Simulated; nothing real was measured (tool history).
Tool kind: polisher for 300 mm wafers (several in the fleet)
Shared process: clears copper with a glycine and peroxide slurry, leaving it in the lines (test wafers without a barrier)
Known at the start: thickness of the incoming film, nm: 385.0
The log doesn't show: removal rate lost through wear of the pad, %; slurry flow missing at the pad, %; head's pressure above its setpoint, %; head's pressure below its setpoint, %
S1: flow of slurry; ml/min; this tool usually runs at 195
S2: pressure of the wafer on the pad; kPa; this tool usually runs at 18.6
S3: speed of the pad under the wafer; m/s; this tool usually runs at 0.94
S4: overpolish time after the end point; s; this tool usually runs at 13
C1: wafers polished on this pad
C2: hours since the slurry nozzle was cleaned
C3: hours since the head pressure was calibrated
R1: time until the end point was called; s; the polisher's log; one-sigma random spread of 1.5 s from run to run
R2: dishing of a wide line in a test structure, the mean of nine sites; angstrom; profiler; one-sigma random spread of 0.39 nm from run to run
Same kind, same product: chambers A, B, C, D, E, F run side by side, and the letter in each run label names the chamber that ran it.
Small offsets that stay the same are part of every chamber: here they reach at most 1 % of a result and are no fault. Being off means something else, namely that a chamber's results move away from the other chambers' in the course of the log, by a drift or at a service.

run 1B hour=11.1 | S1=195 S2=18.6 S3=0.94 S4=13 | C1=384 C2=505.0 C3=337.8 | R1=91.408 R2=380.46
run 2A hour=18.3 | S1=195 S2=18.6 S3=0.94 S4=13 | C1=353 C2=258.8 C3=358.7 | R1=90.383 R2=383.00
run 3D hour=28.1 | S1=195 S2=18.6 S3=0.94 S4=13 | C1=788 C2=368.3 C3=398.8 | R1=91.696 R2=385.10
-- hour=29.3 chamber D: worn pad replaced by a new one
-- hour=34.2 chamber E: slurry nozzle cleaned
run 4E hour=38.2 | S1=195 S2=18.6 S3=0.94 S4=13 | C1=751 C2=4.1 C3=165.5 | R1=89.655 R2=380.78
-- hour=45.4 chamber C: worn pad replaced by a new one
run 5F hour=45.4 | S1=195 S2=18.6 S3=0.94 S4=13 | C1=598 C2=87.9 C3=606.2 | R1=88.729 R2=394.46
-- hour=46.0 chamber A: worn pad replaced by a new one
-- hour=50.5 chamber F: worn pad replaced by a new one
-- hour=53.4 chamber B: worn pad replaced by a new one
run 6C hour=53.8 | S1=195 S2=18.6 S3=0.94 S4=13 | C1=99 C2=789.0 C3=582.7 | R1=89.679 R2=384.47
-- hour=58.1 chamber C: slurry nozzle cleaned
run 7E hour=63.6 | S1=195 S2=18.6 S3=0.94 S4=13 | C1=1049 C2=29.5 C3=190.9 | R1=90.145 R2=389.60
run 8A hour=70.6 | S1=195 S2=18.6 S3=0.94 S4=13 | C1=288 C2=311.1 C3=411.0 | R1=92.373 R2=380.24
-- hour=78.4 chamber A: slurry nozzle cleaned
run 9F hour=79.0 | S1=195 S2=18.6 S3=0.94 S4=13 | C1=334 C2=121.5 C3=639.8 | R1=91.941 R2=386.75
run 10B hour=89.1 | S1=195 S2=18.6 S3=0.66 S4=20 | C1=419 C2=583.0 C3=415.8 | R1=119.150 R2=441.22
run 11D hour=95.0 | S1=195 S2=18.6 S3=0.66 S4=20 | C1=771 C2=435.2 C3=465.7 | R1=119.660 R2=435.75
-- hour=102.4 chamber F: worn pad replaced by a new one
-- hour=102.9 chamber D: worn pad replaced by a new one
run 12C hour=103.1 | S1=195 S2=18.6 S3=0.66 S4=20 | C1=678 C2=45.1 C3=632.0 | R1=121.700 R2=441.27
-- hour=103.5 chamber A: worn pad replaced by a new one
run 13F hour=113.9 | S1=195 S2=18.6 S3=0.66 S4=20 | C1=135 C2=156.4 C3=674.7 | R1=117.970 R2=444.45
-- hour=122.5 chamber D: slurry nozzle cleaned
-- hour=122.6 chamber B: worn pad replaced by a new one
run 14B hour=123.3 | S1=195 S2=18.6 S3=0.66 S4=20 | C1=9 C2=617.2 C3=450.0 | R1=119.020 R2=432.76
run 15C hour=130.8 | S1=195 S2=18.6 S3=0.66 S4=20 | C1=1003 C2=72.8 C3=659.7 | R1=122.880 R2=431.44
run 16D hour=136.3 | S1=195 S2=18.6 S3=0.94 S4=13 | C1=393 C2=13.8 C3=507.0 | R1=87.429 R2=388.59
run 17A hour=142.3 | S1=195 S2=18.6 S3=0.94 S4=13 | C1=455 C2=64.0 C3=482.7 | R1=93.397 R2=382.64
-- hour=152.3 chamber C: worn pad replaced by a new one
run 18E hour=152.3 | S1=195 S2=18.6 S3=0.94 S4=13 | C1=2090 C2=118.2 C3=279.6 | R1=95.443 R2=368.80
-- hour=154.1 chamber A: worn pad replaced by a new one
run 19D hour=157.2 | S1=195 S2=18.6 S3=0.94 S4=13 | C1=638 C2=34.7 C3=527.9 | R1=91.941 R2=390.31
-- hour=162.2 chamber F: worn pad replaced by a new one
run 20C hour=162.2 | S1=195 S2=18.6 S3=0.94 S4=13 | C1=116 C2=104.2 C3=691.1 | R1=90.837 R2=391.59
run 21A hour=167.5 | S1=195 S2=18.6 S3=0.94 S4=13 | C1=157 C2=89.2 C3=507.9 | R1=89.750 R2=382.40
run 22F hour=172.6 | S1=195 S2=18.6 S3=0.94 S4=6 | C1=122 C2=215.1 C3=733.4 | R1=89.528 R2=192.72
-- hour=178.5 chamber D: worn pad replaced by a new one
run 23E hour=179.6 | S1=195 S2=18.6 S3=0.94 S4=6 | C1=2410 C2=145.5 C3=306.9 | R1=96.467 R2=181.42
run 24B hour=185.0 | S1=195 S2=18.6 S3=0.94 S4=6 | C1=733 C2=678.9 C3=511.7 | R1=90.401 R2=193.33
run 25D hour=192.3 | S1=195 S2=18.6 S3=0.94 S4=6 | C1=162 C2=69.8 C3=563.0 | R1=89.688 R2=189.09
run 26A hour=200.8 | S1=195 S2=18.6 S3=0.94 S4=6 | C1=548 C2=122.5 C3=541.2 | R1=90.538 R2=189.76
-- hour=206.7 chamber A: worn pad replaced by a new one
run 27B hour=210.4 | S1=195 S2=18.6 S3=0.94 S4=6 | C1=1031 C2=704.3 C3=537.1 | R1=89.172 R2=187.95
-- hour=213.7 chamber B: worn pad replaced by a new one
-- hour=214.3 chamber F: worn pad replaced by a new one
run 28C hour=220.7 | S1=195 S2=18.6 S3=0.94 S4=13 | C1=803 C2=162.7 C3=749.6 | R1=92.451 R2=384.68
run 29F hour=225.8 | S1=195 S2=18.6 S3=0.94 S4=13 | C1=134 C2=268.3 C3=786.6 | R1=88.713 R2=386.79
run 30E hour=231.3 | S1=195 S2=18.6 S3=0.94 S4=13 | C1=3017 C2=197.2 C3=358.6 | R1=96.484 R2=353.86
-- hour=240.6 chamber C: worn pad replaced by a new one
run 31F hour=241.9 | S1=195 S2=18.6 S3=0.94 S4=13 | C1=323 C2=284.4 C3=802.7 | R1=88.519 R2=386.26
run 32A hour=252.7 | S1=195 S2=18.6 S3=0.94 S4=13 | C1=540 C2=174.4 C3=593.1 | R1=91.543 R2=383.38
-- hour=255.8 chamber D: worn pad replaced by a new one
run 33B hour=258.4 | S1=195 S2=18.6 S3=0.94 S4=13 | C1=525 C2=752.3 C3=585.1 | R1=88.197 R2=387.06
-- hour=262.0 chamber C: head pressure recalibrated
-- hour=265.3 chamber A: worn pad replaced by a new one
run 34C hour=265.6 | S1=195 S2=18.6 S3=0.94 S4=13 | C1=294 C2=207.6 C3=3.6 | R1=89.255 R2=388.01
-- hour=268.0 chamber B: slurry nozzle cleaned
run 35E hour=271.9 | S1=195 S2=18.6 S3=0.94 S4=13 | C1=3493 C2=237.8 C3=399.2 | R1=98.991 R2=350.79
run 36D hour=278.6 | S1=195 S2=18.6 S3=0.94 S4=13 | C1=268 C2=156.1 C3=649.3 | R1=90.401 R2=382.20
run 37B hour=288.5 | S1=195 S2=18.6 S3=0.94 S4=13 | C1=878 C2=20.5 C3=615.2 | R1=90.289 R2=381.96
run 38A hour=296.7 | S1=195 S2=18.6 S3=0.94 S4=13 | C1=368 C2=218.4 C3=637.1 | R1=87.497 R2=382.55

Is one chamber out of step, is the gauge drifting, or do the chambers differ by no more than their own small offsets? For an off chamber, give its letter and the likeliest cause.

Chamber E drifts away from the others.
Most likely cause: removal rate lost through wear of the pad, % = 10.8.
It could be hard to tell apart here from: head's pressure below its setpoint, %.

Below are 4 candidate recipes for chamber E's next run, each the usual settings with a change, their results shown as question marks. Which of them brings E's results back in line with what the other chambers give on the usual settings?
A result is in line if it is within this distance of the other chambers' mean on the usual settings: R1 5.100 s; R2 14.00 angstrom
run 39E-1 hour=304.8 | S1=200 S2=20.7 S3=1.04 S4=13 | R1=? R2=?
run 39E-2 hour=304.8 | S1=190 S2=16.5 S3=0.84 S4=13 | R1=? R2=?
run 39E-3 hour=304.8 | S1=190 S2=17.2 S3=0.88 S4=13 | R1=? R2=?
run 39E-4 hour=304.8 | S1=200 S2=20.0 S3=1.00 S4=13 | R1=? R2=?

The other chambers' mean on the usual settings: R1 90.829 s; R2 384.26 angstrom
run=39E-1 R1=85.062 R2=402.53
run=39E-2 R1=122.230 R2=291.38
run=39E-3 R1=114.130 R2=309.94
run=39E-4 R1=90.450 R2=381.46
The right change is 39E-4: it brings the chamber back within the allowed miss of the others.

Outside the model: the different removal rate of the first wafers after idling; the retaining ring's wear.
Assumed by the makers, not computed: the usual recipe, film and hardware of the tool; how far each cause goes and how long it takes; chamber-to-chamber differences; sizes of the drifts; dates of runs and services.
